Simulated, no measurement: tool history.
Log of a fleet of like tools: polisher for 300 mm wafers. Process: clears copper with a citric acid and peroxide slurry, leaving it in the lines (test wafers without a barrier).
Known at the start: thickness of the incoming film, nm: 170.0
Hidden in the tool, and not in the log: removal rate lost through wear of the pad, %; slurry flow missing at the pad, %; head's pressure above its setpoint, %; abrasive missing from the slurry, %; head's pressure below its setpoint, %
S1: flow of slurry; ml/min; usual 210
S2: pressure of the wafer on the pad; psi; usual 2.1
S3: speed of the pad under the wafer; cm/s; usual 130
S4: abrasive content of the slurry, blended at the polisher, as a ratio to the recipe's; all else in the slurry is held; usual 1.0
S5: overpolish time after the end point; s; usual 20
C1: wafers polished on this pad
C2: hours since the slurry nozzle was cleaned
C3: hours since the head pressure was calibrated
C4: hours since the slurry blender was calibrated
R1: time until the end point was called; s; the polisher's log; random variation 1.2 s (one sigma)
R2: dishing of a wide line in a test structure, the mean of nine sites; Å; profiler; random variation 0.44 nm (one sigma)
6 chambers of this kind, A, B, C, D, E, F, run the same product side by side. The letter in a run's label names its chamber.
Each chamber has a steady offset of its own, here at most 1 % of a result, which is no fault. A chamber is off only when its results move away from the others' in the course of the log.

| run | hour | S1 | S2 | S3 | S4 | S5 | C1 | C2 | C3 | C4 | R1 | R2 |
|---|---|---|---|---|---|---|---|---|---|---|---|---|
| 1C | 9.6 | 210 | 2.1 | 130 | 1.0 | 20 | 133 | 34.3 | 1096.2 | 256.9 | 81.660 | 227.91 |
|  | 16.5 | chamber D: worn pad replaced by a new one |
| 2A | 20.4 | 210 | 2.1 | 130 | 1.0 | 20 | 526 | 182.0 | 89.6 | 258.2 | 83.941 | 224.29 |
| 3F | 29.4 | 210 | 2.1 | 130 | 1.0 | 20 | 865 | 77.5 | 110.6 | 96.8 | 82.331 | 223.83 |
|  | 31.3 | chamber A: worn pad replaced by a new one |
|  | 32.7 | chamber B: worn pad replaced by a new one |
|  | 36.7 | chamber E: slurry nozzle cleaned |
|  | 37.0 | chamber F: slurry blender recalibrated |
| 4B | 39.8 | 210 | 2.1 | 130 | 1.0 | 20 | 54 | 388.1 | 607.5 | 107.5 | 82.366 | 218.28 |
|  | 41.4 | chamber C: slurry blender recalibrated |
| 5D | 47.7 | 210 | 2.1 | 130 | 1.0 | 20 | 240 | 336.6 | 807.9 | 64.4 | 82.269 | 219.30 |
| 6E | 55.3 | 210 | 2.1 | 130 | 1.0 | 20 | 528 | 18.6 | 224.4 | 120.3 | 83.062 | 226.41 |
| 7B | 65.8 | 210 | 2.1 | 130 | 1.0 | 20 | 255 | 414.1 | 633.5 | 133.5 | 81.307 | 216.08 |
| 8C | 71.6 | 210 | 2.1 | 130 | 1.0 | 20 | 610 | 96.3 | 1158.2 | 30.2 | 84.062 | 214.68 |
| 9F | 79.6 | 210 | 2.1 | 130 | 1.0 | 20 | 1252 | 127.7 | 160.8 | 42.6 | 83.539 | 214.04 |
|  | 81.9 | chamber F: worn pad replaced by a new one |
|  | 89.8 | chamber D: slurry nozzle cleaned |
| 10A | 90.4 | 210 | 2.1 | 130 | 1.0 | 20 | 455 | 252.0 | 159.6 | 328.2 | 83.589 | 218.90 |
|  | 93.3 | chamber E: worn pad replaced by a new one |
| 11E | 100.5 | 210 | 2.1 | 130 | 1.0 | 20 | 55 | 63.8 | 269.6 | 165.5 | 82.289 | 215.57 |
|  | 102.7 | chamber A: worn pad replaced by a new one |
|  | 107.2 | chamber A: slurry blender recalibrated |
| 12D | 109.3 | 210 | 2.1 | 130 | 1.0 | 20 | 715 | 19.5 | 869.5 | 126.0 | 83.824 | 227.39 |
|  | 115.3 | chamber E: slurry blender recalibrated |
|  | 115.4 | chamber C: worn pad replaced by a new one |
|  | 115.9 | chamber B: slurry nozzle cleaned |
| 13C | 116.6 | 210 | 2.1 | 130 | 1.0 | 20 | 9 | 141.3 | 1203.2 | 75.2 | 82.257 | 215.76 |
| 14A | 123.0 | 210 | 2.1 | 130 | 1.0 | 20 | 157 | 284.6 | 192.2 | 15.9 | 84.214 | 224.63 |
| 15B | 128.9 | 210 | 2.1 | 130 | 1.0 | 20 | 741 | 13.0 | 696.6 | 196.6 | 83.947 | 224.98 |
|  | 139.2 | chamber F: slurry blender recalibrated |
| 16E | 140.5 | 210 | 2.1 | 130 | 1.0 | 20 | 364 | 103.8 | 309.6 | 25.3 | 83.840 | 215.24 |
| 17D | 151.8 | 210 | 2.1 | 130 | 1.0 | 20 | 1042 | 62.0 | 912.0 | 168.5 | 82.254 | 220.89 |
|  | 153.6 | chamber C: head pressure recalibrated |
| 18F | 161.2 | 210 | 2.1 | 130 | 1.0 | 20 | 611 | 209.3 | 242.4 | 22.0 | 83.026 | 223.70 |
| 19A | 166.6 | 210 | 2.1 | 130 | 1.0 | 20 | 492 | 328.2 | 235.8 | 59.5 | 83.894 | 219.89 |
| 20E | 173.2 | 210 | 2.1 | 130 | 1.0 | 20 | 615 | 136.5 | 342.3 | 58.0 | 84.077 | 221.38 |
|  | 174.9 | chamber E: worn pad replaced by a new one |
|  | 180.6 | chamber D: worn pad replaced by a new one |
| 21C | 181.7 | 210 | 2.1 | 130 | 1.0 | 20 | 511 | 206.4 | 28.1 | 140.3 | 91.531 | 203.61 |
|  | 183.7 | chamber A: worn pad replaced by a new one |
| 22D | 190.4 | 210 | 2.1 | 130 | 1.1 | 20 | 76 | 100.6 | 950.6 | 207.1 | 82.718 | 227.51 |
| 23F | 197.6 | 210 | 2.1 | 130 | 1.1 | 20 | 891 | 245.7 | 278.8 | 58.4 | 83.716 | 230.80 |
|  | 200.7 | chamber B: worn pad replaced by a new one |
| 24B | 208.1 | 210 | 2.1 | 130 | 1.1 | 20 | 57 | 92.2 | 775.8 | 275.8 | 79.980 | 223.14 |
| 25C | 217.1 | 210 | 2.1 | 130 | 1.1 | 20 | 784 | 241.8 | 63.5 | 175.7 | 92.191 | 208.78 |
|  | 217.7 | chamber D: head pressure recalibrated |
| 26E | 223.2 | 210 | 2.1 | 130 | 1.1 | 20 | 372 | 186.5 | 392.3 | 108.0 | 82.351 | 222.24 |
|  | 229.4 | chamber F: worn pad replaced by a new one |
| 27B | 232.0 | 210 | 2.1 | 130 | 1.1 | 20 | 241 | 116.1 | 799.7 | 299.7 | 81.158 | 229.96 |
| 28F | 239.4 | 210 | 2.1 | 130 | 1.0 | 20 | 77 | 287.5 | 320.6 | 100.2 | 80.129 | 219.79 |
|  | 242.3 | chamber D: slurry blender recalibrated |
| 29A | 249.1 | 210 | 2.1 | 130 | 1.0 | 20 | 504 | 410.7 | 318.3 | 142.0 | 82.690 | 226.77 |
|  | 252.8 | chamber C: worn pad replaced by a new one |
|  | 253.5 | chamber A: worn pad replaced by a new one |
| 30D | 257.1 | 210 | 2.1 | 130 | 1.0 | 20 | 590 | 167.3 | 39.5 | 14.8 | 81.956 | 225.70 |
|  | 257.6 | chamber E: worn pad replaced by a new one |
| 31C | 263.1 | 210 | 2.1 | 130 | 1.0 | 20 | 79 | 287.8 | 109.5 | 221.7 | 94.514 | 202.75 |
|  | 266.9 | chamber F: slurry blender recalibrated |
| 32B | 270.6 | 210 | 2.1 | 130 | 1.0 | 20 | 538 | 154.7 | 838.3 | 338.3 | 81.051 | 223.49 |
| 33D | 280.8 | 210 | 1.5 | 130 | 1.0 | 20 | 772 | 191.0 | 63.2 | 38.5 | 116.920 | 174.00 |
| 34A | 291.6 | 210 | 1.5 | 130 | 1.0 | 20 | 293 | 453.2 | 360.8 | 184.5 | 112.780 | 177.75 |
| 35F | 297.4 | 210 | 1.5 | 130 | 1.0 | 20 | 524 | 345.5 | 378.6 | 30.5 | 117.460 | 175.20 |
|  | 297.9 | chamber E: slurry blender recalibrated |
|  | 305.3 | chamber E: slurry nozzle cleaned |
| 36E | 305.3 | 210 | 1.5 | 130 | 1.0 | 20 | 367 | 0.0 | 474.4 | 7.4 | 115.380 | 176.09 |
| 37D | 311.0 | 210 | 1.5 | 130 | 1.0 | 20 | 1005 | 221.2 | 93.4 | 68.7 | 116.030 | 174.68 |
| 38E | 318.0 | 210 | 1.5 | 130 | 1.0 | 20 | 465 | 12.7 | 487.1 | 20.1 | 115.620 | 168.09 |
| 39B | 323.6 | 210 | 2.1 | 130 | 1.0 | 20 | 946 | 207.7 | 891.3 | 391.3 | 83.026 | 223.30 |
| 40F | 331.6 | 210 | 2.1 | 130 | 1.0 | 20 | 787 | 379.7 | 412.8 | 64.7 | 83.176 | 217.87 |

Next, every chamber runs the same settings. What will each give?
| 41A | 339.9 | 210 | 2.1 | 164 | 1.0 | 20 |  |  |  |  | ? | ? |
| 41B | 339.9 | 210 | 2.1 | 164 | 1.0 | 20 |  |  |  |  | ? | ? |
| 41C | 339.9 | 210 | 2.1 | 164 | 1.0 | 20 |  |  |  |  | ? | ? |
| 41D | 339.9 | 210 | 2.1 | 164 | 1.0 | 20 |  |  |  |  | ? | ? |
| 41E | 339.9 | 210 | 2.1 | 164 | 1.0 | 20 |  |  |  |  | ? | ? |
| 41F | 339.9 | 210 | 2.1 | 164 | 1.0 | 20 |  |  |  |  | ? | ? |

| run | R1 | R2 |
|---|---|---|
| 41A | 66.716 | 253.63 |
| 41B | 66.457 | 258.06 |
| 41C | 73.142 | 236.17 |
| 41D | 66.038 | 246.17 |
| 41E | 66.439 | 257.48 |
| 41F | 66.978 | 250.84 |
